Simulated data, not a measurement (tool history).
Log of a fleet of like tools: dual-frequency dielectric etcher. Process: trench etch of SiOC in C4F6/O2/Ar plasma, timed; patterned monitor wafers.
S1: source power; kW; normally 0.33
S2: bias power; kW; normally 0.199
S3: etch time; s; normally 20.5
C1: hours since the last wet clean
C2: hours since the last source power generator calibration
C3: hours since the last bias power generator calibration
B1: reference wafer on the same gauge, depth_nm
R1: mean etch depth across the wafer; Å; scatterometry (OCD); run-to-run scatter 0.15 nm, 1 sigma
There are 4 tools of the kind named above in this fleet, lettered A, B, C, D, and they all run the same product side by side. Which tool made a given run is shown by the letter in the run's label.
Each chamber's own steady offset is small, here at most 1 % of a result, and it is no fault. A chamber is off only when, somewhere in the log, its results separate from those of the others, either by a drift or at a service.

run   hour    S1     S2    S3     C1      C2      C3      B1      R1
 1D     13  0.33  0.199  20.5  127.8   745.5   940.4  41.022  409.46
 2C   27.5  0.33  0.199  20.5  138.2  1422.5  2357.5  41.037  409.91
 3A   38.9  0.33  0.199  20.5  174.1  2265.4  1102.1  41.042  410.14
 4B   52.6  0.33  0.199  20.5  471.8  1106.1   163.7  41.008  411.08
 5C   62.5  0.33  0.199  20.5  173.2  1457.5  2392.5  40.951  410.45
 6A   72.7  0.33  0.199  20.5  207.9  2299.2  1135.9  41.051   410.7
 7B   88.4  0.33  0.199  20.5  507.6  1141.9   199.5  40.982  412.79
 8D  102.1  0.33  0.199  20.5  216.9   834.6  1029.5  41.007  410.98
 9A  118.8  0.36  0.199  20.5    254  2345.3    1182  40.995  426.55
10B  130.3  0.36  0.199  20.5  549.5  1183.8   241.4  40.982   425.8
       132  -- chamber B: wet clean of the chamber
11C  139.4  0.36  0.199  20.5  250.1  1534.4  2469.4  41.004  423.07
12D  154.3  0.36  0.199  20.5  269.1   886.8  1081.7  40.981  422.14
13C  167.2  0.33  0.199  20.5  277.9  1562.2  2497.2  41.009  409.24
14D  176.4  0.33  0.199  20.5  291.2   908.9  1103.8  40.966  409.73
15B  188.7  0.33  0.199  20.5   56.8  1242.2   299.8  41.003  409.89
16A  199.6  0.33  0.199  20.5  334.8  2426.1  1262.8  40.991  412.57
     202.8  -- chamber C: wet clean of the chamber
17B  215.5  0.33  0.199  20.5   83.6    1269   326.6  40.977  410.87
18A  228.9  0.33  0.199  20.5  364.1  2455.4  1292.1  41.056  409.94
19D  243.7  0.33  0.199  20.5  358.5   976.2  1171.1  40.996  407.25
20C  258.8  0.33  0.199  20.5   56.1  1653.8  2588.8  41.008  433.78
21B  269.3  0.33  0.199  20.5  137.4  1322.8   380.4  40.972  408.95
22C  278.7  0.33  0.199  20.5     76  1673.7  2608.7  41.042  430.92
23A  287.6  0.33  0.199  20.5  422.8  2514.1  1350.8  40.973  412.51
     294.9  -- chamber D: wet clean of the chamber
24D  297.5  0.33  0.155    25    2.6    1030  1224.9  41.004  458.63
25A  312.6  0.33  0.155    25  447.8  2539.1  1375.8  41.028  465.89

One chamber off, gauge drift, or nothing amiss beyond the chambers' own small offsets? If it is a chamber, which one, and what is the likeliest cause?

A service on chamber C put it out of line with the rest.
Cause: etch rate over this chamber's usual, % = 5.13.

Which of the 4 candidates below, each the usual settings with something changed and its results left as question marks, puts chamber C back in line with what the other chambers give on the usual settings?
To be in line, a result may differ from the other chambers' mean on the usual settings by at most: R1 5.3 Å
26C-1  324.6  0.29  0.179  20.5                   ?
26C-2  324.6  0.33  0.197  19.5                   ?
26C-3  324.6  0.33  0.201  21.5                   ?
26C-4  324.6  0.34  0.199    22                   ?

On the usual settings, the other chambers give on average: R1 410.22 Å
  run      R1
26C-1  396.45
26C-2   408.7
26C-3  453.55
26C-4  467.95
The right change is 26C-2: it brings the chamber back within the allowed miss of the others.
